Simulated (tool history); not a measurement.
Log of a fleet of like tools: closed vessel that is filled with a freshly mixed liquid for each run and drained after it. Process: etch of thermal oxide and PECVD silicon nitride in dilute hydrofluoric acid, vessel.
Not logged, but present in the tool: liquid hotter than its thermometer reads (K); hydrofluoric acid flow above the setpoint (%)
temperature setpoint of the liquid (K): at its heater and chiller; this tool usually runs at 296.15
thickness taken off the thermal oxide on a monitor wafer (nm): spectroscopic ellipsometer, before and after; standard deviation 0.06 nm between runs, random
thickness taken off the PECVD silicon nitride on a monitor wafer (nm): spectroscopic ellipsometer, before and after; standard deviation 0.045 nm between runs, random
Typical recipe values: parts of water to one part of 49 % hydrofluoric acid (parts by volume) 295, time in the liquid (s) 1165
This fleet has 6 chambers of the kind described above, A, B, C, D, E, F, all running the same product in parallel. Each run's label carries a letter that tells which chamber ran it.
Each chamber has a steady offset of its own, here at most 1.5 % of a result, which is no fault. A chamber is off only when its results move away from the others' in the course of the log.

run	hour	temperature setpoint of the liquid (K)	parts of water to one part of 49 % hydrofluoric acid (parts by volume)	time in the liquid (s)	hours since the thermometer was replaced	hours since the hydrofluoric acid flow meter was replaced	read-back film thickness of the thermal oxide reference wafer, read on the same gauge (nm)	read-back film thickness of the PECVD silicon nitride reference wafer, read on the same gauge (nm)	thickness taken off the thermal oxide on a monitor wafer (nm)	thickness taken off the PECVD silicon nitride on a monitor wafer (nm)
1A	14.5	296.15	295	1165	1684.3	1662.2	79.959	89.991	15.279	8.6948
2C	30.4	296.15	295	1165	761.5	1305.3	79.985	90.003	15.131	8.7789
3F	44.3	296.15	295	1165	1684.4	1181.5	80.045	90.020	15.207	8.7213
# hour 48.3: chamber A: hydrofluoric acid flow meter replaced
4D	53.0	296.15	295	1165	750.2	958.3	80.012	90.050	15.056	8.6516
5E	61.1	296.15	295	1165	179.4	1160.4	79.989	89.994	15.214	8.7339
# hour 64.2: chamber D: thermometer replaced
6B	75.5	296.15	295	1165	1039.1	1000.7	80.002	89.997	14.982	8.6743
7E	83.6	296.15	295	1165	201.9	1182.9	79.979	89.998	15.168	8.6894
8D	91.2	296.15	295	1165	27.0	996.5	79.990	89.985	15.134	8.6624
# hour 97.1: chamber E: hydrofluoric acid flow meter replaced
9C	104.9	296.15	295	1165	836.0	1379.8	79.960	90.004	15.228	8.7304
10F	117.2	296.15	295	1165	1757.3	1254.4	80.004	90.039	15.149	8.7611
11A	131.2	296.15	295	1165	1801.0	83.0	79.988	90.000	15.182	8.6817
12B	145.3	296.15	395	1165	1108.9	1070.5	79.985	90.033	10.108	6.5556
13A	156.4	296.15	395	1165	1826.2	108.2	80.003	89.988	10.419	6.5333
14D	170.5	296.15	395	1165	106.3	1075.8	79.998	90.015	10.269	6.5059
15B	178.3	296.15	395	1165	1141.9	1103.5	80.009	89.948	10.218	6.4440
16C	188.3	296.15	395	1165	919.4	1463.2	79.994	90.013	10.370	6.5795
17F	200.7	296.15	395	1165	1840.8	1337.9	79.989	90.003	10.360	6.5451
18E	211.9	296.15	295	1165	330.2	114.9	80.024	89.988	15.152	8.7007
19C	220.5	296.15	295	1165	951.6	1495.4	80.046	90.045	15.284	8.8259
20B	234.4	296.15	295	1165	1198.0	1159.6	79.969	90.028	14.884	8.6591
21A	244.3	296.15	295	1165	1914.1	196.1	80.032	90.011	15.200	8.7619
22F	257.6	299.15	295	1165	1897.7	1394.8	79.971	89.988	17.082	10.5620
23E	270.4	299.15	295	1165	388.7	173.4	80.000	90.024	16.919	10.5470
# hour 272.8: chamber D: hydrofluoric acid flow meter replaced
24D	280.3	299.15	295	1165	216.1	7.6	80.017	90.030	16.680	10.4390
25D	289.6	299.15	295	1165	225.4	16.9	79.989	90.002	16.852	10.3330
26B	300.4	299.15	295	1165	1264.0	1225.6	80.005	90.003	16.689	10.3300
27C	312.6	299.15	295	1165	1043.7	1587.5	79.991	89.974	16.865	10.5950
28F	326.5	296.15	295	1165	1966.6	1463.7	79.948	90.012	15.569	8.8784
# hour 330.2: chamber E: thermometer replaced
29A	340.3	296.15	295	1165	2010.1	292.1	79.946	90.013	15.246	8.6551
30E	355.9	296.15	295	1165	25.7	258.9	79.957	89.994	15.081	8.6926
31E	368.5	296.15	295	1165	38.3	271.5	80.046	89.978	15.084	8.7294
32B	376.4	296.15	295	1165	1340.0	1301.6	79.992	90.027	15.007	8.7443
33C	384.9	296.15	295	1165	1116.0	1659.8	79.975	90.018	15.192	8.8311
34D	400.3	296.15	295	1165	336.1	127.6	80.002	90.054	15.154	8.6285
35A	414.2	293.65	295	1165	2084.0	366.0	80.006	90.022	14.020	7.4337
36F	428.1	293.65	295	1165	2068.2	1565.3	79.997	89.968	14.291	7.5828
37E	438.8	293.65	295	1165	108.6	341.8	79.990	90.002	13.939	7.3971
38B	449.0	293.65	295	1165	1412.6	1374.2	80.004	90.027	13.819	7.3616
39A	457.0	293.65	295	1165	2126.8	408.8	79.997	90.000	13.856	7.4376
40F	472.9	293.65	295	1165	2113.0	1610.1	79.977	90.031	14.418	7.6909

Predict what each chamber gives when all 6 of them run the settings below next.
41A	484.6	296.15	295	1165					?	?
41B	484.6	296.15	295	1165					?	?
41C	484.6	296.15	295	1165					?	?
41D	484.6	296.15	295	1165					?	?
41E	484.6	296.15	295	1165					?	?
41F	484.6	296.15	295	1165					?	?

run	thickness taken off the thermal oxide on a monitor wafer (nm)	thickness taken off the PECVD silicon nitride on a monitor wafer (nm)
41A	15.217	8.6291
41B	15.068	8.7160
41C	15.196	8.7443
41D	15.154	8.6733
41E	15.153	8.7481
41F	15.801	8.9914
